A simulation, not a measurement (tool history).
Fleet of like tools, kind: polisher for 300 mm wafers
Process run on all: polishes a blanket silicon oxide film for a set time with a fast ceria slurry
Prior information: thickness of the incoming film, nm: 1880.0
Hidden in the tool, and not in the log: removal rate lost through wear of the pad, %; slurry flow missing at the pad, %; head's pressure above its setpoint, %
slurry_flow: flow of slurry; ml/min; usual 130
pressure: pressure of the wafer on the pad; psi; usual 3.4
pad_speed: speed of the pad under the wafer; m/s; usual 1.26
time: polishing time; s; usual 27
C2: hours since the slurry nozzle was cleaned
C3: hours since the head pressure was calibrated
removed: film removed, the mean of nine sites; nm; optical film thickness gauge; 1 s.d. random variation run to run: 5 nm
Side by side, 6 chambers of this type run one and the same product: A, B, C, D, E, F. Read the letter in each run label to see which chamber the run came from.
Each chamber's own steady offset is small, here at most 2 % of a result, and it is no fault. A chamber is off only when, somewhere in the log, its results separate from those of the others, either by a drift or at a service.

{"run": "1A", "hour": 9.1, "slurry_flow": 130, "pressure": 3.4, "pad_speed": 1.26, "time": 27, "wafers polished on this pad": 443, "C2": 423.4, "C3": 699.1, "removed": 765.77}
{"hour": 14.6, "done": "chamber F: slurry nozzle cleaned"}
{"hour": 17.5, "done": "chamber A: slurry nozzle cleaned"}
{"run": "2F", "hour": 19.1, "slurry_flow": 130, "pressure": 3.4, "pad_speed": 1.26, "time": 27, "wafers polished on this pad": 555, "C2": 4.5, "C3": 157.1, "removed": 775.45}
{"run": "3E", "hour": 25.5, "slurry_flow": 130, "pressure": 3.4, "pad_speed": 1.26, "time": 27, "wafers polished on this pad": 905, "C2": 118.1, "C3": 385.0, "removed": 774.79}
{"run": "4C", "hour": 33.9, "slurry_flow": 130, "pressure": 3.4, "pad_speed": 1.26, "time": 27, "wafers polished on this pad": 931, "C2": 373.4, "C3": 425.5, "removed": 768.0}
{"hour": 38.1, "done": "chamber A: head pressure recalibrated"}
{"run": "5B", "hour": 39.0, "slurry_flow": 130, "pressure": 3.4, "pad_speed": 1.26, "time": 27, "wafers polished on this pad": 1057, "C2": 124.8, "C3": 214.8, "removed": 764.04}
{"hour": 43.3, "done": "chamber D: worn pad replaced by a new one"}
{"hour": 43.8, "done": "chamber A: worn pad replaced by a new one"}
{"hour": 44.7, "done": "chamber E: worn pad replaced by a new one"}
{"run": "6D", "hour": 45.2, "slurry_flow": 130, "pressure": 3.4, "pad_speed": 1.26, "time": 27, "wafers polished on this pad": 19, "C2": 141.0, "C3": 714.4, "removed": 766.93}
{"run": "7B", "hour": 56.1, "slurry_flow": 130, "pressure": 3.4, "pad_speed": 1.26, "time": 27, "wafers polished on this pad": 1229, "C2": 141.9, "C3": 231.9, "removed": 775.11}
{"run": "8C", "hour": 66.2, "slurry_flow": 130, "pressure": 3.4, "pad_speed": 1.26, "time": 27, "wafers polished on this pad": 1256, "C2": 405.7, "C3": 457.8, "removed": 772.51}
{"run": "9E", "hour": 77.8, "slurry_flow": 130, "pressure": 3.4, "pad_speed": 1.26, "time": 27, "wafers polished on this pad": 332, "C2": 170.4, "C3": 437.3, "removed": 775.41}
{"run": "10A", "hour": 85.1, "slurry_flow": 105, "pressure": 3.4, "pad_speed": 1.26, "time": 33, "wafers polished on this pad": 416, "C2": 67.6, "C3": 47.0, "removed": 894.19}
{"run": "11D", "hour": 92.3, "slurry_flow": 105, "pressure": 3.4, "pad_speed": 1.26, "time": 33, "wafers polished on this pad": 492, "C2": 188.1, "C3": 761.5, "removed": 904.31}
{"hour": 95.1, "done": "chamber B: worn pad replaced by a new one"}
{"run": "12F", "hour": 97.9, "slurry_flow": 105, "pressure": 3.4, "pad_speed": 1.26, "time": 33, "wafers polished on this pad": 1347, "C2": 83.3, "C3": 235.9, "removed": 911.06}
{"hour": 98.0, "done": "chamber F: worn pad replaced by a new one"}
{"run": "13D", "hour": 104.0, "slurry_flow": 105, "pressure": 3.4, "pad_speed": 1.26, "time": 33, "wafers polished on this pad": 610, "C2": 199.8, "C3": 773.2, "removed": 897.44}
{"run": "14B", "hour": 112.4, "slurry_flow": 105, "pressure": 3.4, "pad_speed": 1.26, "time": 33, "wafers polished on this pad": 174, "C2": 198.2, "C3": 288.2, "removed": 888.6}
{"hour": 117.7, "done": "chamber D: head pressure recalibrated"}
{"run": "15C", "hour": 120.4, "slurry_flow": 105, "pressure": 3.4, "pad_speed": 1.26, "time": 33, "wafers polished on this pad": 1801, "C2": 459.9, "C3": 512.0, "removed": 892.85}
{"run": "16A", "hour": 129.5, "slurry_flow": 130, "pressure": 3.4, "pad_speed": 1.26, "time": 27, "wafers polished on this pad": 862, "C2": 112.0, "C3": 91.4, "removed": 759.04}
{"hour": 130.9, "done": "chamber A: worn pad replaced by a new one"}
{"run": "17F", "hour": 140.2, "slurry_flow": 130, "pressure": 3.4, "pad_speed": 1.26, "time": 27, "wafers polished on this pad": 424, "C2": 125.6, "C3": 278.2, "removed": 781.63}
{"run": "18E", "hour": 148.0, "slurry_flow": 170, "pressure": 3.4, "pad_speed": 1.26, "time": 27, "wafers polished on this pad": 1038, "C2": 240.6, "C3": 507.5, "removed": 813.98}
{"hour": 150.1, "done": "chamber E: slurry nozzle cleaned"}
{"run": "19B", "hour": 159.1, "slurry_flow": 170, "pressure": 3.4, "pad_speed": 1.26, "time": 27, "wafers polished on this pad": 643, "C2": 244.9, "C3": 334.9, "removed": 806.2}
{"hour": 161.3, "done": "chamber E: worn pad replaced by a new one"}
{"run": "20C", "hour": 165.6, "slurry_flow": 170, "pressure": 3.4, "pad_speed": 1.26, "time": 27, "wafers polished on this pad": 2255, "C2": 505.1, "C3": 557.2, "removed": 800.39}
{"run": "21A", "hour": 172.2, "slurry_flow": 170, "pressure": 3.4, "pad_speed": 1.26, "time": 27, "wafers polished on this pad": 416, "C2": 154.7, "C3": 134.1, "removed": 795.65}
{"run": "22E", "hour": 182.5, "slurry_flow": 170, "pressure": 3.4, "pad_speed": 1.26, "time": 27, "wafers polished on this pad": 213, "C2": 32.4, "C3": 542.0, "removed": 807.31}
{"run": "23F", "hour": 189.5, "slurry_flow": 170, "pressure": 3.4, "pad_speed": 1.26, "time": 27, "wafers polished on this pad": 920, "C2": 174.9, "C3": 327.5, "removed": 823.15}
{"hour": 191.0, "done": "chamber D: worn pad replaced by a new one"}
{"run": "24D", "hour": 200.3, "slurry_flow": 130, "pressure": 3.4, "pad_speed": 1.26, "time": 27, "wafers polished on this pad": 94, "C2": 296.1, "C3": 82.7, "removed": 766.35}
{"hour": 210.8, "done": "chamber F: worn pad replaced by a new one"}
{"run": "25F", "hour": 211.2, "slurry_flow": 130, "pressure": 3.4, "pad_speed": 1.26, "time": 27, "wafers polished on this pad": 4, "C2": 196.6, "C3": 349.2, "removed": 786.09}
{"hour": 219.5, "done": "chamber A: worn pad replaced by a new one"}
{"hour": 219.5, "done": "chamber B: worn pad replaced by a new one"}
{"run": "26A", "hour": 219.6, "slurry_flow": 130, "pressure": 3.4, "pad_speed": 1.26, "time": 27, "wafers polished on this pad": 1, "C2": 202.1, "C3": 181.5, "removed": 763.96}
{"run": "27E", "hour": 229.3, "slurry_flow": 130, "pressure": 3.4, "pad_speed": 1.26, "time": 27, "wafers polished on this pad": 684, "C2": 79.2, "C3": 588.8, "removed": 766.13}
{"hour": 234.4, "done": "chamber F: slurry nozzle cleaned"}
{"run": "28C", "hour": 240.7, "slurry_flow": 130, "pressure": 3.9, "pad_speed": 1.26, "time": 30, "wafers polished on this pad": 3011, "C2": 580.2, "C3": 632.3, "removed": 951.63}
{"run": "29B", "hour": 246.4, "slurry_flow": 130, "pressure": 3.9, "pad_speed": 1.26, "time": 30, "wafers polished on this pad": 270, "C2": 332.2, "C3": 422.2, "removed": 986.01}
{"hour": 250.7, "done": "chamber B: slurry nozzle cleaned"}
{"run": "30D", "hour": 254.4, "slurry_flow": 130, "pressure": 3.9, "pad_speed": 1.26, "time": 30, "wafers polished on this pad": 638, "C2": 350.2, "C3": 136.8, "removed": 975.39}
{"run": "31F", "hour": 262.2, "slurry_flow": 130, "pressure": 3.9, "pad_speed": 1.26, "time": 30, "wafers polished on this pad": 516, "C2": 27.9, "C3": 400.2, "removed": 990.28}
{"hour": 263.5, "done": "chamber E: worn pad replaced by a new one"}
{"run": "32A", "hour": 269.2, "slurry_flow": 130, "pressure": 3.9, "pad_speed": 1.26, "time": 30, "wafers polished on this pad": 499, "C2": 251.7, "C3": 231.1, "removed": 965.83}
{"run": "33C", "hour": 277.9, "slurry_flow": 130, "pressure": 3.9, "pad_speed": 1.26, "time": 30, "wafers polished on this pad": 3385, "C2": 617.4, "C3": 669.5, "removed": 941.2}
{"run": "34E", "hour": 288.6, "slurry_flow": 130, "pressure": 3.4, "pad_speed": 1.26, "time": 27, "wafers polished on this pad": 252, "C2": 138.5, "C3": 648.1, "removed": 770.12}
{"run": "35B", "hour": 294.2, "slurry_flow": 115, "pressure": 3.4, "pad_speed": 1.26, "time": 30, "wafers polished on this pad": 751, "C2": 43.5, "C3": 470.0, "removed": 834.21}
{"run": "36D", "hour": 304.2, "slurry_flow": 115, "pressure": 3.4, "pad_speed": 1.26, "time": 30, "wafers polished on this pad": 1139, "C2": 400.0, "C3": 186.6, "removed": 835.73}
{"hour": 305.5, "done": "chamber A: worn pad replaced by a new one"}
{"run": "37C", "hour": 310.9, "slurry_flow": 115, "pressure": 3.4, "pad_speed": 1.26, "time": 30, "wafers polished on this pad": 3716, "C2": 650.4, "C3": 702.5, "removed": 803.52}
{"run": "38B", "hour": 316.0, "slurry_flow": 115, "pressure": 3.4, "pad_speed": 1.26, "time": 30, "wafers polished on this pad": 970, "C2": 65.3, "C3": 491.8, "removed": 827.87}
{"hour": 318.0, "done": "chamber E: head pressure recalibrated"}
{"run": "39A", "hour": 321.7, "slurry_flow": 115, "pressure": 3.4, "pad_speed": 1.26, "time": 30, "wafers polished on this pad": 163, "C2": 304.2, "C3": 283.6, "removed": 828.89}
{"run": "40D", "hour": 328.3, "slurry_flow": 115, "pressure": 3.4, "pad_speed": 1.26, "time": 30, "wafers polished on this pad": 1381, "C2": 424.1, "C3": 210.7, "removed": 829.35}
{"run": "41E", "hour": 337.6, "slurry_flow": 130, "pressure": 2.3, "pad_speed": 1.26, "time": 27, "wafers polished on this pad": 745, "C2": 187.5, "C3": 19.7, "removed": 519.76}

Each of the 6 chambers runs these same settings next. Fill in every chamber's results:
{"run": "42A", "hour": 346.1, "slurry_flow": 130, "pressure": 3.4, "pad_speed": 1.26, "time": 27, "removed": "?"}
{"run": "42B", "hour": 346.1, "slurry_flow": 130, "pressure": 3.4, "pad_speed": 1.26, "time": 27, "removed": "?"}
{"run": "42C", "hour": 346.1, "slurry_flow": 130, "pressure": 3.4, "pad_speed": 1.26, "time": 27, "removed": "?"}
{"run": "42D", "hour": 346.1, "slurry_flow": 130, "pressure": 3.4, "pad_speed": 1.26, "time": 27, "removed": "?"}
{"run": "42E", "hour": 346.1, "slurry_flow": 130, "pressure": 3.4, "pad_speed": 1.26, "time": 27, "removed": "?"}
{"run": "42F", "hour": 346.1, "slurry_flow": 130, "pressure": 3.4, "pad_speed": 1.26, "time": 27, "removed": "?"}

run=42A removed=756.79
run=42B removed=767.95
run=42C removed=731.18
run=42D removed=776.88
run=42E removed=758.18
run=42F removed=778.68
